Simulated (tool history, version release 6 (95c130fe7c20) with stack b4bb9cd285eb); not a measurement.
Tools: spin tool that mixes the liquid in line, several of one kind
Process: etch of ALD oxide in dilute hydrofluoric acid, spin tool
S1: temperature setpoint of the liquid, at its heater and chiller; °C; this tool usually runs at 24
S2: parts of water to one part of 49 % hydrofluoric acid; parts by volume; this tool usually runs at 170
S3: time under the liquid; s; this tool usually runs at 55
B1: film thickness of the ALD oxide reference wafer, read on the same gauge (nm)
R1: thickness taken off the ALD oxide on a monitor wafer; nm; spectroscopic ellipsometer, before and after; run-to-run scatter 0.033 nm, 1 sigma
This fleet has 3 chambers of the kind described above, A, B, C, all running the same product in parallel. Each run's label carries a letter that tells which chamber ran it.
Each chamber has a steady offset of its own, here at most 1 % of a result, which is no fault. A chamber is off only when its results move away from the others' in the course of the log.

run	hour	S1	S2	S3	B1	R1
1A	10.3	24	170	55	129.97	4.0826
2C	16.6	24	170	55	130.02	4.1487
3B	21.4	24	170	55	129.98	4.1065
4A	31.7	24	170	55	130.02	4.1822
5C	41.2	24	170	55	130.01	4.1354
6B	46.7	24	170	55	129.97	4.1117
7B	53.1	24	170	55	130.05	4.0736
8A	61.8	24	170	55	130.00	4.1037
9C	72.2	24	170	55	129.97	4.0773
10C	78.4	24	170	55	130.01	4.0963
11A	85.3	22	170	55	130.00	3.8869
12B	93.5	22	170	55	129.97	3.7827
13C	99.0	22	170	55	130.03	3.8091
14A	105.8	24	170	55	129.99	4.2053
15B	110.4	24	170	55	130.01	4.1228
16B	116.6	24	170	55	130.03	4.1489
17A	126.0	24	170	55	130.00	4.2904
18C	135.5	24	170	55	129.99	4.1128
19A	144.0	20	170	55	129.97	3.6825
20C	154.5	20	170	55	130.05	3.5761
21B	163.3	20	170	55	130.00	3.4846
22B	170.7	24	170	75	130.01	5.6171
23A	176.1	24	170	75	130.02	5.9769
24C	185.2	24	170	75	130.03	5.5238
25C	191.5	24	170	55	129.98	4.2034
26B	196.4	24	170	55	130.03	4.1295
27A	203.2	24	170	55	130.00	4.4385
28B	212.8	24	170	55	130.04	4.1214
29A	219.0	24	170	55	129.98	4.4346
30C	224.4	24	170	55	130.02	4.1518
31C	231.5	24	170	30	129.98	2.2407
32B	241.8	24	170	30	129.99	2.1911
33A	250.9	24	170	30	129.99	2.4791
34C	256.9	24	170	55	129.98	4.0966
35B	265.3	24	170	55	130.03	4.1146
36A	274.8	24	170	55	130.02	4.5492
37B	282.7	24	245	55	130.02	2.6217

Has any chamber moved away from the others, gradually or after a service, or does the common gauge drift, or do the chambers differ only by their own small steady offsets? State the chamber and the most likely cause if one applies.

Chamber A drifts away from the others.
Most likely cause: hydrofluoric acid flow above the setpoint (%) = 10.3.
The log might look much the same if the cause were instead: liquid hotter than its thermometer reads (K).

Chamber A could run next with any of the 4 candidate recipes listed below; each alters the usual settings, and their results appear as question marks. Which one brings its results back in line with what the other chambers deliver on the usual settings?
In line here means within this much of the mean the other chambers give on the usual settings: R1 0.1200 nm
38A-1	290.3	24.0	165	60		?
38A-2	290.3	24.5	155	60		?
38A-3	290.3	23.5	200	55		?
38A-4	290.3	23.5	185	55		?

What the other chambers average on the usual settings: R1 4.1216 nm
run	R1
38A-1	5.2622
38A-2	5.7694
38A-3	3.7702
38A-4	4.1366
38A-4 is the one that brings the chamber's results back in line with the other chambers.
